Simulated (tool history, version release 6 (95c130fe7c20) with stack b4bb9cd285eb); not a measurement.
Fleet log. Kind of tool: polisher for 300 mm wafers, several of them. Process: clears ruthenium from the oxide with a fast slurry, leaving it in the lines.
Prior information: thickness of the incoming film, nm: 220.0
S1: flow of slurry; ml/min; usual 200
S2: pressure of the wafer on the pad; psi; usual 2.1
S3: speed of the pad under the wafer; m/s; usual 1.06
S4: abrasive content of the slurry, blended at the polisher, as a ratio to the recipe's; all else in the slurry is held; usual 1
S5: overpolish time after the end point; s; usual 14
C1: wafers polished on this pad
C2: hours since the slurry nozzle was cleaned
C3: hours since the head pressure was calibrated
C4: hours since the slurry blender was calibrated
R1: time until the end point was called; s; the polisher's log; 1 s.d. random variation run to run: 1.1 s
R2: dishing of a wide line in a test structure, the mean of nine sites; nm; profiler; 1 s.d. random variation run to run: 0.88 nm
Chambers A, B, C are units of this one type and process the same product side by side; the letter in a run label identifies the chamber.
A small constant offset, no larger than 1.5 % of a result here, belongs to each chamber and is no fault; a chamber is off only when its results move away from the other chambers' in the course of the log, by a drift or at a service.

-- hour=6.4 chamber A: slurry blender recalibrated
run 1A hour=7.9 | S1=200 S2=2.1 S3=1.06 S4=1 S5=14 | C1=1193 C2=665.5 C3=257.6 C4=1.6 | R1=66.464 R2=37.518
-- hour=15.9 chamber C: worn pad replaced by a new one
run 2B hour=16.5 | S1=200 S2=2.1 S3=1.06 S4=1 S5=14 | C1=582 C2=199.5 C3=258.1 C4=211.6 | R1=67.393 R2=37.161
-- hour=21.7 chamber A: worn pad replaced by a new one
-- hour=22.2 chamber C: slurry blender recalibrated
run 3C hour=29.8 | S1=200 S2=2.1 S3=1.06 S4=1 S5=14 | C1=137 C2=241.6 C3=625.8 C4=7.7 | R1=68.099 R2=38.189
-- hour=37.5 chamber B: worn pad replaced by a new one
run 4C hour=44.2 | S1=200 S2=2.1 S3=1.06 S4=1 S5=14 | C1=279 C2=256 C3=640.2 C4=22.1 | R1=66.516 R2=36.619
-- hour=48 chamber B: slurry nozzle cleaned
run 5A hour=58.6 | S1=200 S2=2.1 S3=1.06 S4=1 S5=14 | C1=365 C2=716.2 C3=308.3 C4=52.3 | R1=65.013 R2=37.611
run 6B hour=66.6 | S1=200 S2=2.1 S3=1.06 S4=1 S5=14 | C1=287 C2=18.7 C3=308.2 C4=261.7 | R1=66.659 R2=36.269
run 7A hour=76 | S1=200 S2=2.1 S3=1.06 S4=1 S5=14 | C1=537 C2=733.6 C3=325.7 C4=69.7 | R1=65.838 R2=36.673
run 8C hour=90 | S1=200 S2=2.1 S3=1.06 S4=1 S5=14 | C1=732 C2=301.8 C3=686 C4=67.9 | R1=68.007 R2=37.779
-- hour=102.4 chamber B: slurry blender recalibrated
run 9B hour=104 | S1=200 S2=2.1 S3=1.06 S4=1 S5=14 | C1=657 C2=56.1 C3=345.6 C4=1.6 | R1=66.092 R2=36.972
-- hour=116.8 chamber C: slurry blender recalibrated
run 10B hour=118.1 | S1=200 S2=2.1 S3=1.06 S4=1 S5=14 | C1=797 C2=70.2 C3=359.7 C4=15.7 | R1=66.913 R2=36.652
-- hour=121.9 chamber C: worn pad replaced by a new one
-- hour=124.6 chamber B: worn pad replaced by a new one
run 11C hour=129.2 | S1=200 S2=2.1 S3=1.06 S4=1 S5=14 | C1=72 C2=341 C3=725.2 C4=12.5 | R1=66.422 R2=35.812
-- hour=136.4 chamber A: slurry nozzle cleaned
run 12A hour=137.2 | S1=200 S2=2.1 S3=1.06 S4=1 S5=21 | C1=1142 C2=0.8 C3=386.9 C4=130.9 | R1=64.99 R2=53.411
run 13C hour=151.9 | S1=200 S2=2.1 S3=1.06 S4=1 S5=21 | C1=296 C2=363.7 C3=747.9 C4=35.2 | R1=67.074 R2=51.678
-- hour=159.9 chamber A: worn pad replaced by a new one
run 14B hour=160.5 | S1=200 S2=2.1 S3=1.06 S4=1 S5=21 | C1=355 C2=112.6 C3=402.1 C4=58.1 | R1=65.955 R2=51.728
-- hour=165.7 chamber A: head pressure recalibrated
run 15A hour=167.4 | S1=200 S2=2.1 S3=1.06 S4=1 S5=14 | C1=74 C2=31 C3=1.8 C4=161.1 | R1=66.119 R2=36.905
run 16C hour=180.9 | S1=145 S2=2.1 S3=1.28 S4=1 S5=14 | C1=583 C2=392.7 C3=776.9 C4=64.2 | R1=58.457 R2=41.555
run 17A hour=192.5 | S1=145 S2=2.1 S3=1.28 S4=1 S5=14 | C1=322 C2=56.1 C3=26.9 C4=186.2 | R1=57.634 R2=41.384
-- hour=197.5 chamber B: worn pad replaced by a new one
run 18B hour=200.3 | S1=145 S2=2.1 S3=1.28 S4=1 S5=14 | C1=28 C2=152.4 C3=441.9 C4=97.9 | R1=57.43 R2=43.046
run 19C hour=207.4 | S1=200 S2=2.1 S3=1.06 S4=1 S5=14 | C1=845 C2=419.2 C3=803.4 C4=90.7 | R1=66.599 R2=37.314
run 20B hour=214.4 | S1=200 S2=2.1 S3=1.06 S4=0.8 S5=18 | C1=167 C2=166.5 C3=456 C4=112 | R1=74.593 R2=42.183
run 21A hour=223.5 | S1=200 S2=2.1 S3=1.06 S4=0.8 S5=18 | C1=629 C2=87.1 C3=57.9 C4=217.2 | R1=73.25 R2=41.242
-- hour=230.3 chamber C: worn pad replaced by a new one
run 22C hour=236.7 | S1=200 S2=2.1 S3=1.06 S4=0.8 S5=18 | C1=63 C2=448.5 C3=832.7 C4=120 | R1=74.796 R2=42.377
-- hour=238.4 chamber C: slurry blender recalibrated
-- hour=245.3 chamber A: slurry blender recalibrated
run 23A hour=245.6 | S1=200 S2=2.1 S3=1.06 S4=1 S5=14 | C1=847 C2=109.2 C3=80 C4=0.4 | R1=65.949 R2=36.214
run 24B hour=252.6 | S1=200 S2=2.1 S3=1.06 S4=1 S5=14 | C1=545 C2=204.7 C3=494.2 C4=150.2 | R1=66.956 R2=36.048
run 25A hour=261.7 | S1=200 S2=2.1 S3=1.06 S4=1 S5=14 | C1=1006 C2=125.3 C3=96.1 C4=16.5 | R1=66.784 R2=37.055
run 26B hour=270.3 | S1=200 S2=2.1 S3=1.06 S4=1 S5=14 | C1=720 C2=222.4 C3=511.9 C4=167.9 | R1=66.526 R2=36.394
run 27C hour=280.4 | S1=200 S2=2.1 S3=1.06 S4=1 S5=14 | C1=495 C2=492.2 C3=876.4 C4=42.1 | R1=67.916 R2=38.3

Which is it: a chamber that has drifted or been left off by a service, a gauge drift common to all chambers, or only each chamber's usual small offset? If a chamber is off, name it and its likeliest cause.

No chamber is off and the gauge is stable; the differences are just each chamber's small, constant offset.

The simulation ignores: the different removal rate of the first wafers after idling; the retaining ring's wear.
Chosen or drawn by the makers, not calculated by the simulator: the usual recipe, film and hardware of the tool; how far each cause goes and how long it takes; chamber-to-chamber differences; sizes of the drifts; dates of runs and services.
